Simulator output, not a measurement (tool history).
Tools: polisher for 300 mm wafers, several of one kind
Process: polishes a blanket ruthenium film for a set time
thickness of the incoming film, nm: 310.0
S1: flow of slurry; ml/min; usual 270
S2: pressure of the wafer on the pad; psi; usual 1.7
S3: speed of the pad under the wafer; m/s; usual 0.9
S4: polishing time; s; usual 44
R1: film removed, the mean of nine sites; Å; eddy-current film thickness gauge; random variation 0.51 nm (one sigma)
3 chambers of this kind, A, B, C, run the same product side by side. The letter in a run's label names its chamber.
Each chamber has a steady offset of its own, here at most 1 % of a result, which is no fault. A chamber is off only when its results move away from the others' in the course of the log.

At day 0.154: chamber C: worn pad replaced by a new one.
Run 1B, day 0.412: usual settings. Result: R1 353.06 Å.
Run 2A, day 0.883: usual settings. Result: R1 350.54 Å.
At day 1.058: chamber B: head pressure recalibrated.
Run 3C, day 1.25: usual settings. Result: R1 349.49 Å.
Run 4B, day 1.871: usual settings. Result: R1 353.2 Å.
At day 2.096: chamber B: worn pad replaced by a new one.
At day 2.138: chamber A: worn pad replaced by a new one.
Run 5A, day 2.404: usual settings but S1 190 ml/min, S2 1.9 psi. Result: R1 366.68 Å.
Run 6C, day 2.746: usual settings but S1 190 ml/min, S2 1.9 psi. Result: R1 382.87 Å.
Run 7B, day 3.079: usual settings but S1 190 ml/min, S2 1.9 psi. Result: R1 387.03 Å.
At day 3.088: chamber C: worn pad replaced by a new one.
Run 8A, day 3.621: usual settings. Result: R1 340.92 Å.
Run 9C, day 4.054: usual settings. Result: R1 344.68 Å.
Run 10C, day 4.571: usual settings. Result: R1 353.76 Å.
At day 4.725: chamber B: worn pad replaced by a new one.
Run 11B, day 4.854: usual settings. Result: R1 356.06 Å.
Run 12A, day 5.371: usual settings but S3 1.04 m/s. Result: R1 398.46 Å.
At day 5.725: chamber C: worn pad replaced by a new one.
Run 13A, day 5.8: usual settings but S3 1.04 m/s. Result: R1 400.7 Å.
At day 5.958: chamber A: worn pad replaced by a new one.
Run 14B, day 6.104: usual settings but S3 1.04 m/s. Result: R1 402.74 Å.
Run 15C, day 6.6: usual settings. Result: R1 353.05 Å.
Run 16B, day 6.983: usual settings. Result: R1 355.71 Å.
At day 7.421: chamber A: head pressure recalibrated.
Run 17A, day 7.438: usual settings. Result: R1 340.14 Å.
At day 7.462: chamber B: worn pad replaced by a new one.
Run 18C, day 7.946: usual settings. Result: R1 351.92 Å.
Run 19C, day 8.55: usual settings. Result: R1 352.06 Å.
At day 8.579: chamber C: worn pad replaced by a new one.
Run 20A, day 8.842: usual settings. Result: R1 350.85 Å.
Run 21B, day 9.183: usual settings. Result: R1 357.98 Å.
Run 22C, day 9.475: usual settings but S3 1.2 m/s, S4 52 s. Result: R1 555.63 Å.
At day 9.625: chamber A: worn pad replaced by a new one.
Run 23A, day 9.846: usual settings but S3 1.2 m/s, S4 52 s. Result: R1 558.76 Å.
At day 9.983: chamber A: slurry nozzle cleaned.
Run 24B, day 10.254: usual settings but S3 1.2 m/s, S4 52 s. Result: R1 560.36 Å.
At day 10.562: chamber B: worn pad replaced by a new one.
Run 25A, day 10.596: usual settings but S2 2.2 psi, S3 0.64 m/s. Result: R1 333.13 Å.
Run 26B, day 10.888: usual settings but S2 2.2 psi, S3 0.64 m/s. Result: R1 323.33 Å.
At day 11.092: chamber C: head pressure recalibrated.
At day 11.138: chamber C: worn pad replaced by a new one.
Run 27C, day 11.329: usual settings but S2 2.2 psi, S3 0.64 m/s. Result: R1 314.82 Å.
Run 28B, day 11.65: usual settings but S1 355 ml/min. Result: R1 360.25 Å.
Run 29A, day 12.275: usual settings but S1 355 ml/min. Result: R1 365.48 Å.
Run 30C, day 12.733: usual settings but S1 355 ml/min. Result: R1 361.21 Å.
At day 12.912: chamber A: worn pad replaced by a new one.
Run 31A, day 13.025: usual settings. Result: R1 353.93 Å.
Run 32B, day 13.375: usual settings. Result: R1 351.73 Å.
At day 13.754: chamber C: worn pad replaced by a new one.
At day 13.846: chamber B: worn pad replaced by a new one.
Run 33C, day 13.946: usual settings. Result: R1 351.75 Å.
Run 34A, day 14.4: usual settings. Result: R1 354.47 Å.
Run 35B, day 15.008: usual settings. Result: R1 353.49 Å.

What goes on in this fleet: one chamber off, a drifting gauge, or nothing beyond the chambers' own small offsets? Name the chamber and the cause, if any.

No chamber stands off beyond its own small offset, and the gauge holds steady.
